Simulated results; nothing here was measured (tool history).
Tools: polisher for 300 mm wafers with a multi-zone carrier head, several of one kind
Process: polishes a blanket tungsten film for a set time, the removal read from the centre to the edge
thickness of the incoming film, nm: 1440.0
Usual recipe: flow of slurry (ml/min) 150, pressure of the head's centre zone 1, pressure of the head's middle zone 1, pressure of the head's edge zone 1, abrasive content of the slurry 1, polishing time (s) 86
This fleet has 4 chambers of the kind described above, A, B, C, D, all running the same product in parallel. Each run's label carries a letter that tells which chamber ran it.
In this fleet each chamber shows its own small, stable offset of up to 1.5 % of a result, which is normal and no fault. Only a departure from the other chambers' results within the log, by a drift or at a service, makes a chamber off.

run,hour,flow of slurry (ml/min),pressure of the head's centre zone,pressure of the head's middle zone,pressure of the head's edge zone,abrasive content of the slurry,polishing time (s),film removed at the wafer's centre (nm),film removed at mid-radius (nm),film removed at the wafer's edge (nm)
# hour 3.9: chamber B: centre zone pressure recalibrated
1A,9,150,1,1,1,1,86,292.4,302.54,300.23
2D,16.8,150,1,1,1,1,86,301.62,295.11,295.97
3C,21.5,150,1,1,1,1,86,298.25,295.75,293.19
# hour 25.7: chamber D: worn pad replaced by a new one
# hour 31.3: chamber A: worn pad replaced by a new one
4B,31.4,150,1,1,1,1,86,296.26,297.34,296.47
5D,36.3,150,1,1,1,1,86,299.89,297.47,291.58
6C,41,150,1,1,1,1,86,290.96,296.53,295.37
7B,48.4,150,1,1,1,1,86,296.47,298.98,293.8
8A,58.1,150,1,1,1,1,86,296.11,296.97,297.27
9C,68.3,150,1,1,1,1,86,290.04,298.23,295.02
10B,73.4,150,0.91,1,1,1,86,261.65,297.88,288.08
# hour 76.1: chamber C: worn pad replaced by a new one
11D,80.3,150,0.91,1,1,1,86,272.02,300.14,299.14
# hour 85.6: chamber B: worn pad replaced by a new one
12A,89.9,150,0.91,1,1,1,86,265.98,301.8,296.71
# hour 92: chamber A: edge zone pressure recalibrated
13C,98.3,150,0.91,1,1,1,86,260.97,294.05,294
14B,104.7,150,1,1,1,1,86,291.61,297.4,299.72
15D,110.7,150,1,1,1,1,86,299.29,296.82,295.33
16A,116.9,150,1,1,1,1,86,295.11,290.48,298.35
17A,126.2,150,1,1,1,1,86,292.8,292.08,290.36
18D,132.8,150,1,1,1,1,86,304.52,299.72,298.38
19B,137.4,150,1,1,1,1,86,290.88,295.37,296.35
20C,143.8,150,1,1,1,1,86,294.25,296.43,291.23
# hour 145.9: chamber D: worn pad replaced by a new one
# hour 150.1: chamber A: worn pad replaced by a new one
21D,152.6,150,1,1,1,1,86,304.13,296.79,290.88
22B,162.8,150,1,1,1,1,86,295.48,301.95,291.7
23A,172.8,150,1,1,1,1,86,284.48,286.22,290.5
24C,179.7,150,1,1,1,1,86,290.55,298.83,293.66
25A,185.7,150,1,1,1,1,86,287.02,289.85,290.38
# hour 187.9: chamber B: worn pad replaced by a new one
26D,191.2,150,1,1,1,1,86,294.12,299.62,298.55
# hour 198.5: chamber C: worn pad replaced by a new one
27C,200.1,150,1,1,1,1,86,294.11,295.93,299.59
# hour 206.3: chamber D: centre zone pressure recalibrated
28B,206.9,150,1,1,1,1,86,297.15,297.94,291.56
29D,215.2,150,1,1,1,1,86,300.53,297.03,293.46
30A,220.9,150,1,1,1,1,86,282.72,283.86,283.55
31B,226.3,150,1,1,1,1,86,296.36,295.93,291.47
32C,233.4,150,1,1,1.05,1,86,297.9,292.16,302.8
33A,242.1,150,1,1,1.05,1,86,271.3,280.03,289.49
34B,248.8,150,1,1,1.05,1,86,296.35,298.17,304.1
# hour 249.1: chamber D: worn pad replaced by a new one
35D,257,150,1,1,1.05,1,86,298.15,299.63,304.97
36C,267,150,1,1,1,1,61,210.51,208.31,209.32
37C,272.9,150,1,1,1,1,61,211.13,208.45,209.15

For the next run the whole fleet of 4 chambers uses the same settings. Give each chamber's results:
38A,280.3,150,1,1,1,1,86,?,?,?
38B,280.3,150,1,1,1,1,86,?,?,?
38C,280.3,150,1,1,1,1,86,?,?,?
38D,280.3,150,1,1,1,1,86,?,?,?

run,film removed at the wafer's centre (nm),film removed at mid-radius (nm),film removed at the wafer's edge (nm)
38A,269.88,270.32,277.48
38B,290.69,299.83,296.19
38C,295.26,297.27,294.41
38D,296.26,300.7,295.13
